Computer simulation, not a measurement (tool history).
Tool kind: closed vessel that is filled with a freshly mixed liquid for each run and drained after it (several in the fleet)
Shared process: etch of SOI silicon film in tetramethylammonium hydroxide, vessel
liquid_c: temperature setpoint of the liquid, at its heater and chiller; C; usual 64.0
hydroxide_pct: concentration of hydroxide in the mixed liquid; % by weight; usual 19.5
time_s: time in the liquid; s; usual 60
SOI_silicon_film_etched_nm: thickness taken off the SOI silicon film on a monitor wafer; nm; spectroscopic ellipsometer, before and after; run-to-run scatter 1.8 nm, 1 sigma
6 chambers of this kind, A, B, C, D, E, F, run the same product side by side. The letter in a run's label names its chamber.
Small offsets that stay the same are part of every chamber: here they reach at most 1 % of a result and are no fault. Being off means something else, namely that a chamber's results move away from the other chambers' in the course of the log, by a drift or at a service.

run	hour	liquid_c	hydroxide_pct	time_s	hours since the thermometer was replaced	hours since the hydroxide flow meter was replaced	read-back film thickness of the SOI silicon film reference wafer, read on the same gauge (nm)	SOI_silicon_film_etched_nm
# hour 2.3: chamber F: hydroxide flow meter replaced
1D	8.8	64.0	19.5	60	1210.1	33.8	130.00	237.08
2F	20.7	64.0	19.5	60	1879.6	18.5	129.99	240.05
3E	30.6	64.0	19.5	60	407.1	1213.2	130.00	236.82
4B	37.8	64.0	19.5	60	694.8	89.1	129.99	237.29
5A	44.8	64.0	19.5	60	736.5	805.1	130.00	238.44
6C	51.9	64.0	15.5	60	1014.4	521.7	130.00	263.69
7E	61.4	64.0	15.5	60	437.9	1244.0	130.00	259.09
8D	73.1	64.0	15.5	60	1274.4	98.1	130.01	259.19
9A	82.3	64.0	15.5	60	774.0	842.6	129.99	259.95
10B	88.7	64.0	15.5	60	745.7	140.0	129.99	263.20
11C	95.1	64.0	15.5	60	1057.6	564.9	129.99	262.02
12F	106.2	64.0	19.5	60	1965.1	104.0	130.00	239.14
# hour 110.7: chamber F: thermometer replaced
13F	111.6	64.0	19.5	60	1.0	109.4	130.00	238.04
14C	123.6	59.0	19.5	85	1086.1	593.4	130.00	247.31
15D	129.4	59.0	19.5	85	1330.7	154.4	130.00	246.98
16B	138.4	59.0	19.5	85	795.4	189.7	129.99	247.16
17E	144.8	59.0	19.5	85	521.3	1327.4	129.99	245.73
18A	153.1	59.0	19.5	85	844.8	913.4	129.99	247.02
19D	164.7	59.0	19.5	85	1366.0	189.7	129.99	245.18
20C	173.9	64.0	19.5	60	1136.4	643.7	130.00	238.50
21A	183.1	64.0	15.0	90	874.8	943.4	129.99	396.54
22F	193.1	64.0	15.0	90	82.5	190.9	129.99	397.41
23E	200.6	64.0	15.0	90	577.1	1383.2	130.01	391.85
24B	210.5	64.0	15.0	90	867.5	261.8	130.02	392.55
25B	218.1	64.0	15.0	90	875.1	269.4	129.99	395.48
26C	225.3	64.0	15.0	90	1187.8	695.1	130.01	386.43
27F	233.4	64.0	19.5	60	122.8	231.2	130.00	240.41
28A	239.7	64.0	19.5	60	931.4	1000.0	129.99	241.43
29D	247.5	68.5	19.5	60	1448.8	272.5	130.01	314.99
30E	259.0	68.5	19.5	60	635.5	1441.6	130.00	306.36
31A	268.4	68.5	19.5	60	960.1	1028.7	129.99	308.95
32D	279.7	68.5	19.5	60	1481.0	304.7	129.99	312.44
33C	288.3	68.5	19.5	60	1250.8	758.1	130.00	298.65
34B	294.2	68.5	19.5	60	951.2	345.5	130.00	305.47
35F	304.0	64.0	19.5	60	193.4	301.8	130.01	239.07
36E	313.5	59.0	19.5	60	690.0	1496.1	130.01	174.19
37C	323.3	59.0	19.5	60	1285.8	793.1	130.00	168.30
38D	333.0	59.0	19.5	60	1534.3	358.0	130.02	174.33
39F	340.4	59.0	19.5	60	229.8	338.2	130.00	175.02
40E	351.9	59.0	19.5	60	728.4	1534.5	130.00	174.97
41A	363.5	59.0	19.5	60	1055.2	1123.8	130.00	174.74
42B	370.0	64.0	19.5	60	1027.0	421.3	130.01	237.31
43A	377.4	64.0	19.5	60	1069.1	1137.7	129.99	243.02

For the next run the whole fleet of 6 chambers uses the same settings. Give each chamber's results:
44A	385.9	64.0	19.5	75				?
44B	385.9	64.0	19.5	75				?
44C	385.9	64.0	19.5	75				?
44D	385.9	64.0	19.5	75				?
44E	385.9	64.0	19.5	75				?
44F	385.9	64.0	19.5	75				?

run	SOI_silicon_film_etched_nm
44A	296.04
44B	297.54
44C	279.44
44D	292.63
44E	296.60
44F	299.78

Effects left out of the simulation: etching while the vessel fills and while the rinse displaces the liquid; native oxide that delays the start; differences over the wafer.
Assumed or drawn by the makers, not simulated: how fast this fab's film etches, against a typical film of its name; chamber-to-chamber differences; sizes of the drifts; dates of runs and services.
